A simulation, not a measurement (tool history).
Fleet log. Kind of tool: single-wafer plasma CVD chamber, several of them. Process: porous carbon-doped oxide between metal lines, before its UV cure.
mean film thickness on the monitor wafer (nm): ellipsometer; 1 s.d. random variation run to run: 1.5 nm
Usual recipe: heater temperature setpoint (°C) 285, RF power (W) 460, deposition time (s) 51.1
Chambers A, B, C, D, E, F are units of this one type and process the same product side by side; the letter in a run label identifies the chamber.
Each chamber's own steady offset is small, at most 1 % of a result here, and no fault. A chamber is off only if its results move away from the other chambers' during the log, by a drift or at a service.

run,day,heater temperature setpoint (°C),RF power (W),deposition time (s),hours since the last thermocouple change,hours since the last RF generator calibration,"read-back reference wafer on the same gauge, thickness_nm",mean film thickness on the monitor wafer (nm)
# day 0.042: chamber D: thermocouple changed; heater temperature recalibrated
1A,0.142,285,460,51.1,546.2,1038.6,250.16,282.35
2B,0.317,285,460,51.1,1176.4,387,250.09,279.86
3C,0.492,285,460,51.1,689.7,905.5,250.06,281.59
4E,0.667,285,460,51.1,429.2,314.2,250.13,284.48
5D,0.846,285,460,51.1,19.4,285.9,249.82,284.15
6F,1.029,285,460,51.1,780.5,121.9,249.89,278.2
7F,1.188,285,460,51.1,784.3,125.7,250.14,278.5
8E,1.279,285,460,51.1,443.9,328.9,250.17,284.83
9A,1.367,291,490,51.1,575.6,1068,249.92,282.17
10C,1.475,291,490,51.1,713.3,929.1,249.83,282.72
11D,1.571,291,490,51.1,36.8,303.3,250.11,283.7
12B,1.692,291,490,51.1,1209.4,420,250.34,281.99
# day 1.767: chamber B: thermocouple changed; heater temperature recalibrated
13E,1.8,291,490,51.1,456.4,341.4,250.24,285.14
14B,1.9,291,490,51.1,3.3,425,249.94,290.24
15C,2.029,285,460,51.1,726.6,942.4,250.01,281.09
16D,2.2,285,460,51.1,51.9,318.4,249.93,282.39
17A,2.288,285,460,51.1,597.7,1090.1,250.12,281.78
18F,2.467,285,460,51.1,815,156.4,250.12,279.42
19B,2.583,285,510,43.2,19.7,441.4,249.89,261.38
20F,2.688,285,510,43.2,820.3,161.7,250.46,255.52
21C,2.783,285,510,43.2,744.7,960.5,250.4,257.76
22D,2.946,285,510,43.2,69.8,336.3,249.93,256.16
23A,3.108,285,510,43.2,617.4,1109.8,249.83,257.1
24E,3.292,285,510,43.2,492.2,377.2,249.99,255.27
25F,3.383,285,460,51.1,837,178.4,249.85,279.24
26D,3.546,285,460,51.1,84.2,350.7,249.94,282.92
27C,3.675,285,460,51.1,766.1,981.9,250.22,282.98
28B,3.833,285,460,51.1,49.7,471.4,249.91,290.04
29A,3.975,285,460,51.1,638.2,1130.6,250.14,280.6
30E,4.108,285,460,51.1,511.8,396.8,249.83,283.49
31A,4.196,285,460,51.1,643.5,1135.9,250.42,282.78
32B,4.3,285,460,51.1,60.9,482.6,249.99,287.26
33E,4.388,285,460,51.1,518.5,403.5,250.3,282.15
34C,4.488,285,460,51.1,785.6,1001.4,250.08,281.3
35F,4.625,285,460,51.1,866.8,208.2,249.81,279.31
36D,4.742,285,460,51.1,112.9,379.4,249.73,282.38
37D,4.871,285,460,51.1,116,382.5,250.44,281.88
38C,5.033,285,460,51.1,798.7,1014.5,249.94,280.9
39E,5.196,285,460,51.1,537.9,422.9,249.8,284.04
40B,5.304,285,460,51.1,85,506.7,250.04,287.92
41A,5.479,285,460,51.1,674.3,1166.7,250.23,280.19

Predict what each chamber gives when all 6 of them run the settings below next.
42A,5.617,285,460,55.7,,,,?
42B,5.617,285,460,55.7,,,,?
42C,5.617,285,460,55.7,,,,?
42D,5.617,285,460,55.7,,,,?
42E,5.617,285,460,55.7,,,,?
42F,5.617,285,460,55.7,,,,?

run,mean film thickness on the monitor wafer (nm)
42A,309.54
42B,312.09
42C,306.72
42D,307.93
42E,306.96
42F,303.6
